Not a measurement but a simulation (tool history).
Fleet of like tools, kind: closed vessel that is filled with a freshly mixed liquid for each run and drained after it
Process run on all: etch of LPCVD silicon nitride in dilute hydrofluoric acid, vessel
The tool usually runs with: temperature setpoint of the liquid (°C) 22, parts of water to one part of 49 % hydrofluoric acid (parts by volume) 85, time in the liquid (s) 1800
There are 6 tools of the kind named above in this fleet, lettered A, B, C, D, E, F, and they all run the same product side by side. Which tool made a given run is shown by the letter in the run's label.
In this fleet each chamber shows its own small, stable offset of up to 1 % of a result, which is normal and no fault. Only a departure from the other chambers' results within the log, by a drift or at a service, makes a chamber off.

run	hour	temperature setpoint of the liquid (°C)	parts of water to one part of 49 % hydrofluoric acid (parts by volume)	time in the liquid (s)	hours since the thermometer was replaced	hours since the hydrofluoric acid flow meter was replaced	read-back film thickness of the LPCVD silicon nitride reference wafer, read on the same gauge (nm)	thickness taken off the LPCVD silicon nitride on a monitor wafer (nm)
1D	10.7	22	85	1800	175.9	1339.9	39.997	9.2639
2C	16.9	22	85	1800	452.2	837.1	39.995	9.2078
3F	24.7	22	85	1800	190.5	1118.5	40.001	9.0425
4A	32.4	22	85	1800	217.9	184.5	39.993	9.1965
# hour 43.7: chamber E: thermometer replaced
5B	45.4	22	75	1800	359.7	398.2	39.974	10.3210
6E	56.9	22	75	1800	13.2	350.7	39.992	10.4700
7E	66.5	22	75	1800	22.8	360.3	39.995	10.2640
8F	72.6	22	75	1800	238.4	1166.4	39.975	10.3320
9A	82.5	22	75	1800	268.0	234.6	40.012	10.2850
10C	94.0	22	75	1800	529.3	914.2	40.009	10.3000
11D	101.2	22	85	1800	266.4	1430.4	39.993	9.2000
12B	106.8	22	55	1800	421.1	459.6	39.997	13.9040
13D	117.4	22	55	1800	282.6	1446.6	40.006	14.1000
14E	127.7	22	55	1800	84.0	421.5	39.994	13.8170
15C	140.2	22	55	1800	575.5	960.4	40.001	14.1220
# hour 150.5: chamber B: hydrofluoric acid flow meter replaced
16A	152.8	22	55	1800	338.3	304.9	40.003	13.9330
17B	160.9	22	55	1800	475.2	10.4	39.981	14.1540
18F	170.2	22	85	1800	336.0	1264.0	39.982	9.0471
19C	178.3	20	120	1800	613.6	998.5	40.008	5.6305
20B	187.7	20	120	1800	502.0	37.2	39.985	5.8367
21E	196.6	20	120	1800	152.9	490.4	40.005	5.6124
22D	209.1	20	120	1800	374.3	1538.3	40.013	5.7709
23F	220.3	20	120	1800	386.1	1314.1	39.994	5.6817
24A	231.7	20	120	1800	417.2	383.8	40.013	5.7639
25A	239.6	22	85	1800	425.1	391.7	39.988	9.2290
26B	247.4	22	85	1800	561.7	96.9	39.997	9.5795
27E	257.1	22	85	1800	213.4	550.9	39.987	9.0202
# hour 261.9: chamber A: hydrofluoric acid flow meter replaced
28D	270.1	22	85	1800	435.3	1599.3	39.991	9.1307
29C	281.2	22	85	1800	716.5	1101.4	40.003	9.0520
30F	294.3	24	85	1385	460.1	1388.1	40.008	8.0359
31A	303.2	24	85	1385	488.7	41.3	39.991	8.0435
32C	312.3	24	85	1385	747.6	1132.5	40.000	7.9710
33B	320.1	24	85	1385	634.4	169.6	39.983	8.5509
34F	331.7	24	85	1385	497.5	1425.5	39.988	8.0728
35D	339.5	24	85	1385	504.7	1668.7	40.010	8.0742
36E	350.5	22	85	1800	306.8	644.3	40.007	9.0649
37C	363.2	22	85	1800	798.5	1183.4	40.016	9.0600
38D	375.3	22	85	1800	540.5	1704.5	40.006	9.1041
39F	381.1	22	85	1800	546.9	1474.9	40.004	9.0103
40A	390.8	22	85	1800	576.3	128.9	40.009	9.0888

Which is it: a chamber that has drifted or been left off by a service, a gauge drift common to all chambers, or only each chamber's usual small offset? If a chamber is off, name it and its likeliest cause.

One chamber, B, drifts off from the rest bit by bit.
Most likely cause: liquid hotter than its thermometer reads (K) = 1.21.

Below are 4 candidate recipes for chamber B's next run, each the usual settings with a change, their results shown as question marks. Which of them brings B's results back in line with what the other chambers give on the usual settings?
In-line tolerance around the mean of the other chambers on the usual settings: thickness taken off the LPCVD silicon nitride on a monitor wafer (nm) 0.2100
41B-1	400.1	24.5	85	1800				?
41B-2	400.1	21.5	85	1700				?
41B-3	400.1	22.0	85	1955				?
41B-4	400.1	21.0	95	1800				?

Mean of the other chambers on the usual settings: thickness taken off the LPCVD silicon nitride on a monitor wafer (nm) 9.1391
run	thickness taken off the LPCVD silicon nitride on a monitor wafer (nm)
41B-1	11.7500
41B-2	9.1213
41B-3	10.8390
41B-4	8.3916
41B-2 puts the chamber back in line with the other chambers.

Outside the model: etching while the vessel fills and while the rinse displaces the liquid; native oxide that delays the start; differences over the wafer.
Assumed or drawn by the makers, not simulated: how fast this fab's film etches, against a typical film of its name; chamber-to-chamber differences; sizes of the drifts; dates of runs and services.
